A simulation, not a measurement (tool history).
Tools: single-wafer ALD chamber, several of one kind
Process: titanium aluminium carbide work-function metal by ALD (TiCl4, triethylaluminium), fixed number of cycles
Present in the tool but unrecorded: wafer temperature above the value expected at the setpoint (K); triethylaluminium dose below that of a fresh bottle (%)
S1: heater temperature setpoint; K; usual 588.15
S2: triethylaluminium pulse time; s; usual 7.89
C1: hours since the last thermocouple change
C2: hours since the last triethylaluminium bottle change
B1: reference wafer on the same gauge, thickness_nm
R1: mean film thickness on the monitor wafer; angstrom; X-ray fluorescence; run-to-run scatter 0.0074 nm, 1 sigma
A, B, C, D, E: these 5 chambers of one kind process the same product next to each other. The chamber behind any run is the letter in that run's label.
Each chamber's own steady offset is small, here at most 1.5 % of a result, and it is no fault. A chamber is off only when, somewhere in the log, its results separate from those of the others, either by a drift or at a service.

| run | hour | S1 | S2 | C1 | C2 | B1 | R1 |
|---|---|---|---|---|---|---|---|
| 1A | 7.7 | 588.15 | 7.89 | 1675.4 | 462.3 | 1.9396 | 20.486 |
| 2B | 18 | 588.15 | 7.89 | 218.7 | 1058.5 | 1.9422 | 20.562 |
| 3E | 25.2 | 588.15 | 7.89 | 444.9 | 1481.5 | 1.9405 | 20.697 |
| 4D | 30.8 | 588.15 | 7.89 | 1288.3 | 743 | 1.9406 | 20.226 |
| 5C | 36.3 | 588.15 | 7.89 | 2414.3 | 424 | 1.9386 | 20.574 |
| 6E | 40.9 | 579.15 | 6.74 | 460.6 | 1497.2 | 1.9397 | 19.167 |
| 7D | 50.4 | 579.15 | 6.74 | 1307.9 | 762.6 | 1.9401 | 18.745 |
| 8B | 56.9 | 579.15 | 6.74 | 257.6 | 1097.4 | 1.939 | 19.039 |
| 9A | 65.6 | 579.15 | 6.74 | 1733.3 | 520.2 | 1.9407 | 19.039 |
| 10C | 73.2 | 579.15 | 6.74 | 2451.2 | 460.9 | 1.9401 | 19.013 |
|  | 78.6 | chamber A: thermocouple changed; heater temperature recalibrated |
| 11C | 80.5 | 588.15 | 7.89 | 2458.5 | 468.2 | 1.9386 | 20.468 |
| 12A | 88.9 | 588.15 | 7.89 | 10.3 | 543.5 | 1.9403 | 20.601 |
| 13E | 97.9 | 588.15 | 7.89 | 517.6 | 1554.2 | 1.9414 | 20.703 |
| 14B | 106.8 | 588.15 | 7.89 | 307.5 | 1147.3 | 1.9395 | 20.438 |
|  | 113.4 | chamber E: triethylaluminium bottle replaced |
| 15D | 113.4 | 579.15 | 7.89 | 1370.9 | 825.6 | 1.9399 | 19.467 |
| 16C | 117.9 | 579.15 | 7.89 | 2495.9 | 505.6 | 1.9393 | 19.567 |
| 17A | 126.3 | 579.15 | 7.89 | 47.7 | 580.9 | 1.9411 | 19.686 |
| 18B | 136 | 579.15 | 7.89 | 336.7 | 1176.5 | 1.9394 | 19.719 |
| 19E | 143.6 | 579.15 | 7.89 | 563.3 | 30.2 | 1.94 | 19.923 |
| 20D | 151.4 | 577.15 | 7.89 | 1408.9 | 863.6 | 1.9389 | 19.384 |
| 21A | 158 | 577.15 | 7.89 | 79.4 | 612.6 | 1.9393 | 19.452 |
| 22D | 165 | 577.15 | 7.89 | 1422.5 | 877.2 | 1.9401 | 19.429 |
| 23E | 174.4 | 577.15 | 7.89 | 594.1 | 61 | 1.9387 | 19.71 |
| 24C | 180 | 577.15 | 7.89 | 2558 | 567.7 | 1.9407 | 19.503 |
| 25B | 187.3 | 588.15 | 7.89 | 388 | 1227.8 | 1.9391 | 20.495 |
| 26D | 195.5 | 588.15 | 7.89 | 1453 | 907.7 | 1.9411 | 20.201 |
| 27B | 204.1 | 588.15 | 7.89 | 404.8 | 1244.6 | 1.9411 | 20.342 |
| 28A | 213.3 | 588.15 | 7.89 | 134.7 | 667.9 | 1.939 | 20.009 |
| 29E | 218.8 | 588.15 | 7.89 | 638.5 | 105.4 | 1.9401 | 20.665 |
| 30C | 224.7 | 595.15 | 9.76 | 2602.7 | 612.4 | 1.9396 | 21.731 |
| 31B | 229.6 | 595.15 | 9.76 | 430.3 | 1270.1 | 1.9407 | 21.773 |
| 32E | 235.8 | 595.15 | 9.76 | 655.5 | 122.4 | 1.9397 | 21.964 |
| 33D | 242.8 | 595.15 | 9.76 | 1500.3 | 955 | 1.9397 | 21.514 |
| 34C | 248.8 | 595.15 | 9.76 | 2626.8 | 636.5 | 1.9398 | 21.787 |
| 35A | 258.4 | 588.15 | 7.89 | 179.8 | 713 | 1.9386 | 19.96 |
| 36B | 268.2 | 588.15 | 7.89 | 468.9 | 1308.7 | 1.9402 | 20.513 |
| 37A | 276.9 | 588.15 | 7.89 | 198.3 | 731.5 | 1.94 | 19.798 |
| 38E | 284.6 | 588.15 | 7.89 | 704.3 | 171.2 | 1.9395 | 20.613 |
| 39D | 290.6 | 588.15 | 7.89 | 1548.1 | 1002.8 | 1.9381 | 20.359 |

Is one chamber off against the others, does the gauge drift, or is nothing wrong? If a chamber is off, say which, and what the likeliest cause is.

Chamber A drifts away from the others.
Most likely cause: triethylaluminium dose below that of a fresh bottle (%) = 16.5.

Below are 4 candidate recipes for chamber A's next run, each the usual settings with a change, their results shown as question marks. Which of them brings A's results back in line with what the other chambers give on the usual settings?
In-line tolerance around the mean of the other chambers on the usual settings: R1 0.26 angstrom
| 40A-1 | 298.1 | 586.15 | 7.08 |  |  |  | ? |
| 40A-2 | 298.1 | 597.15 | 7.89 |  |  |  | ? |
| 40A-3 | 298.1 | 604.15 | 7.89 |  |  |  | ? |
| 40A-4 | 298.1 | 584.15 | 6.61 |  |  |  | ? |

Usual-settings mean across the other chambers: R1 20.442 angstrom
| run | R1 |
|---|---|
| 40A-1 | 19.006 |
| 40A-2 | 20.486 |
| 40A-3 | 21.059 |
| 40A-4 | 18.444 |
The right change is 40A-2: it brings the chamber back within the allowed miss of the others.
